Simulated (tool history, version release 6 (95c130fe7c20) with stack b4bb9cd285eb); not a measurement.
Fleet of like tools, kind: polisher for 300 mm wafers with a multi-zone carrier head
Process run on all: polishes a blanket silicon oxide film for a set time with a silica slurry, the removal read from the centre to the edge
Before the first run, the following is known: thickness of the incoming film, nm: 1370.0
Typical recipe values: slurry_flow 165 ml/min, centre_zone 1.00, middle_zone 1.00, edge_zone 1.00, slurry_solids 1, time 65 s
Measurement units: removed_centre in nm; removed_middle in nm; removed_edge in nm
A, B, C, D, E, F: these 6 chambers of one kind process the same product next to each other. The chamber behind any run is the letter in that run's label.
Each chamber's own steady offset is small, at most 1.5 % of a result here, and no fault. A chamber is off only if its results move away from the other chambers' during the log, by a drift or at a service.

run,hour,slurry_flow,centre_zone,middle_zone,edge_zone,slurry_solids,time,wafers polished on this pad,hours since the slurry nozzle was cleaned,hours since the centre zone pressure was calibrated,hours since the edge zone pressure was calibrated,removed_centre,removed_middle,removed_edge
# hour 8.0: chamber D: edge zone pressure recalibrated
1B,9.6,165,1.00,1.00,1.00,1,65,285,137.8,819.7,605.5,114.38,113.47,113.89
# hour 11.7: chamber A: worn pad replaced by a new one
2C,14.0,165,1.00,1.00,1.00,1,65,590,608.7,263.4,414.3,112.69,111.84,116.17
# hour 15.3: chamber C: worn pad replaced by a new one
3D,23.2,165,1.00,1.00,1.00,1,65,392,50.9,398.8,15.3,115.44,111.25,115.40
4F,28.0,165,1.00,1.00,1.00,1,65,921,123.5,478.1,240.3,111.24,112.51,112.96
# hour 31.3: chamber F: worn pad replaced by a new one
5E,36.9,165,1.00,1.00,1.00,1,65,1185,176.5,183.7,362.8,113.56,112.75,115.45
6A,41.3,165,1.00,1.00,1.00,1,65,316,211.2,117.6,260.9,109.87,111.22,114.23
# hour 42.8: chamber F: centre zone pressure recalibrated
# hour 44.0: chamber D: worn pad replaced by a new one
# hour 47.6: chamber E: worn pad replaced by a new one
7D,48.2,165,1.00,1.00,1.00,1,65,45,75.9,423.8,40.3,115.62,110.57,113.99
8F,53.8,110,1.00,1.00,0.95,1,65,240,149.3,11.1,266.1,102.73,104.82,102.75
9B,58.3,110,1.00,1.00,0.95,1,65,806,186.5,868.4,654.2,104.20,104.69,101.00
10C,66.8,110,1.00,1.00,0.95,1,65,551,661.5,316.2,467.1,101.30,105.96,104.69
# hour 68.2: chamber C: worn pad replaced by a new one
11A,75.9,110,1.00,1.00,0.95,1,65,686,245.8,152.2,295.5,102.79,102.28,104.00
12E,84.3,110,1.00,1.00,0.95,1,65,392,223.9,231.1,410.2,100.34,102.87,101.70
# hour 90.3: chamber B: worn pad replaced by a new one
13F,92.5,110,1.00,1.00,0.95,1,65,654,188.0,49.8,304.8,101.74,103.24,103.73
14A,99.8,165,1.00,1.00,1.00,1,65,942,269.7,176.1,319.4,112.73,112.40,113.48
# hour 101.2: chamber D: worn pad replaced by a new one
15E,108.3,165,0.92,0.95,1.00,1,65,649,247.9,255.1,434.2,101.32,106.83,114.79
16D,117.9,165,0.92,0.95,1.00,1,65,178,145.6,493.5,110.0,103.73,108.52,114.09
# hour 121.1: chamber C: worn pad replaced by a new one
17B,126.8,165,0.92,0.95,1.00,1,65,391,255.0,936.9,722.7,104.46,110.07,111.26
# hour 129.3: chamber F: worn pad replaced by a new one
18C,136.3,165,0.92,0.95,1.00,1,65,163,731.0,385.7,536.6,102.43,108.40,114.97
19C,145.6,165,0.92,0.95,1.00,1,65,262,740.3,395.0,545.9,102.98,107.94,113.71
# hour 150.1: chamber B: centre zone pressure recalibrated
20D,153.3,165,0.92,0.95,1.00,1,65,557,181.0,528.9,145.4,104.81,106.48,113.62
# hour 157.9: chamber D: worn pad replaced by a new one
21A,160.2,165,1.00,1.00,1.00,1,65,1588,330.1,236.5,379.8,112.58,112.58,114.59
# hour 160.9: chamber A: worn pad replaced by a new one
22F,165.2,165,1.00,1.00,1.00,1,65,384,260.7,122.5,377.5,113.37,111.42,112.74
# hour 171.3: chamber C: worn pad replaced by a new one
23E,173.5,165,1.00,1.00,1.00,1,65,1346,313.1,320.3,499.4,109.00,112.83,114.14
24B,178.9,165,1.00,1.00,1.00,1,65,948,307.1,28.9,774.8,125.54,113.28,111.71
25E,186.7,165,1.00,1.00,1.00,1,65,1487,326.3,333.5,512.6,110.91,113.33,113.81
# hour 189.1: chamber E: worn pad replaced by a new one
26F,192.1,190,1.00,1.00,1.04,1,65,672,287.6,149.4,404.4,115.24,116.45,116.76
27B,200.4,190,1.00,1.00,1.04,1,65,1178,328.6,50.4,796.3,129.39,116.15,116.89
28A,206.6,190,1.00,1.00,1.04,1,65,489,376.5,282.9,426.2,118.34,115.81,117.17
# hour 206.9: chamber B: worn pad replaced by a new one
# hour 213.1: chamber D: worn pad replaced by a new one
29C,214.7,190,1.00,1.00,1.04,1,65,464,809.4,464.1,615.0,116.95,115.22,118.70
# hour 217.5: chamber F: worn pad replaced by a new one
30D,220.1,190,1.00,1.00,1.04,1,65,75,247.8,595.7,212.2,118.76,115.57,118.93
# hour 222.2: chamber E: slurry nozzle cleaned
31E,229.4,190,1.00,1.00,1.04,1,65,431,7.3,376.2,555.3,114.59,117.85,118.59
# hour 234.9: chamber C: worn pad replaced by a new one
32A,237.2,165,1.00,1.00,1.00,1,65,816,407.1,313.5,456.8,110.89,113.55,113.30
33D,246.0,165,1.00,1.00,1.00,1,65,352,273.7,621.6,238.1,114.08,110.93,114.54
34C,251.1,165,1.00,1.00,1.00,1,65,173,845.8,500.5,651.4,112.72,112.56,115.27
35B,259.3,165,1.00,1.00,1.00,1,65,561,387.5,109.3,855.2,127.02,113.42,111.59
36F,266.3,165,1.00,1.00,1.00,1,65,522,361.8,223.6,478.6,110.25,112.16,113.53
# hour 270.8: chamber F: edge zone pressure recalibrated
37E,272.5,165,1.00,1.00,1.00,1,65,892,50.4,419.3,598.4,112.50,110.43,113.35
38F,280.9,165,1.00,1.00,1.00,1,65,678,376.4,238.2,10.2,110.93,112.50,112.86

All chambers now run identical settings, listed one chamber a line with results as question marks. What results will each chamber show?
39A,288.1,165,1.00,1.00,1.00,1,65,,,,,?,?,?
39B,288.1,165,1.00,1.00,1.00,1,65,,,,,?,?,?
39C,288.1,165,1.00,1.00,1.00,1,65,,,,,?,?,?
39D,288.1,165,1.00,1.00,1.00,1,65,,,,,?,?,?
39E,288.1,165,1.00,1.00,1.00,1,65,,,,,?,?,?
39F,288.1,165,1.00,1.00,1.00,1,65,,,,,?,?,?

run,removed_centre,removed_middle,removed_edge
39A,115.73,114.23,110.98
39B,125.37,111.91,111.48
39C,112.72,113.00,112.97
39D,111.94,110.95,115.27
39E,112.47,113.07,112.54
39F,111.47,112.05,113.16
